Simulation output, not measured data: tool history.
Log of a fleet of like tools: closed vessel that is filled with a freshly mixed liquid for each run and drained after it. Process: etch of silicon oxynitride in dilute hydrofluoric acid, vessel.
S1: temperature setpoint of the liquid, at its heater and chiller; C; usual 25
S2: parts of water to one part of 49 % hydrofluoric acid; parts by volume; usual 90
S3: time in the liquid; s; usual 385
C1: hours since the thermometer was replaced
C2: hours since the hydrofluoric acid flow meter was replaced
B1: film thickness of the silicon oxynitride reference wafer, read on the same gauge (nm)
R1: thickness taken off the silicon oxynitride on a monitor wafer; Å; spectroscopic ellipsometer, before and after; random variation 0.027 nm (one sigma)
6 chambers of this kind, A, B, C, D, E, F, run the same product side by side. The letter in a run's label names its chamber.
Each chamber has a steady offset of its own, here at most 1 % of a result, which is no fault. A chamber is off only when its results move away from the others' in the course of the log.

run   hour  S1   S2   S3      C1      C2      B1       R1
 1D    6.7  25   90  385   257.7   304.4  29.994   64.873
 2C   11.0  25   90  385   708.2  1123.1  30.054   64.832
 3E   15.2  25   90  385   886.0    27.3  30.028   65.493
 4A   20.5  25   90  385   392.4   816.0  30.008   65.339
 5B   26.3  25   90  385  1322.5  1944.9  30.044   65.683
 6F   30.5  25   90  385   182.8   413.7  29.972   65.312
 7C   35.8  25   90  385   733.0  1147.9  30.014   65.508
 8E   41.8  25   55  385   912.6    53.9  29.999  111.420
 9D   46.9  25   55  385   297.9   344.6  29.959  107.890
10A   52.3  25   55  385   424.2   847.8  29.970  108.620
11B   56.4  25   55  385  1352.6  1975.0  29.976  112.000
12F   62.3  25   55  385   214.6   445.5  30.000  109.470
13B   68.1  25   55  385  1364.3  1986.7  30.032  111.700
14C   75.1  25   90  385   772.3  1187.2  29.971   65.248
15F   80.9  25   90  385   233.2   464.1  29.989   65.021
16A   84.5  25   90  385   456.4   880.0  29.987   65.535
17E   89.7  25   90  385   960.5   101.8  29.997   65.775
18D   94.9  25   90  385   345.9   392.6  29.994   64.445
19F   98.2  25   90  385   250.5   481.4  30.029   65.131
20A  104.7  25   90  385   476.6   900.2  29.998   64.459
21E  109.6  25   90  385   980.4   121.7  29.995   66.035
22B  114.3  25   90  385  1410.5  2032.9  30.016   65.659
23D  118.3  25   90  385   369.3   416.0  30.003   64.901
24C  123.6  25   90  385   820.8  1235.7  29.975   65.367
     123.8  -- chamber C: thermometer replaced
25C  128.3  25   90  385     4.5  1240.4  29.997   65.369
26E  134.1  25   90  385  1004.9   146.2  29.992   65.672
27F  138.3  25   90  385   290.6   521.5  30.026   64.796
28A  142.6  25   90  230   514.5   938.1  29.956   38.467
29D  147.3  25   90  230   398.3   445.0  29.998   38.573
30B  152.0  25   90  230  1448.2  2070.6  29.968   39.352
31E  159.0  25   90  230  1029.8   171.1  30.024   39.278
32B  164.8  25   90  230  1461.0  2083.4  30.009   39.230
33A  171.9  25   90  230   543.8   967.4  30.004   38.148
34C  177.8  25  110  220    54.0  1289.9  29.997   29.880
35F  184.2  25  110  220   336.5   567.4  30.036   29.644
36D  190.0  25  110  220   441.0   487.7  29.926   29.617
37B  194.6  25  110  220  1490.8  2113.2  29.981   30.028
38A  200.0  25  110  220   571.9   995.5  29.946   29.177
39C  204.3  25  110  220    80.5  1316.4  30.018   29.821
40E  210.1  25   90  385  1080.9   222.2  30.042   65.971

All 6 chambers run these settings next. Forecast each chamber's results:
41A  215.3  25  90  210               ?
41B  215.3  25  90  210               ?
41C  215.3  25  90  210               ?
41D  215.3  25  90  210               ?
41E  215.3  25  90  210               ?
41F  215.3  25  90  210               ?

run      R1
41A  34.717
41B  35.768
41C  35.319
41D  35.284
41E  35.912
41F  35.279
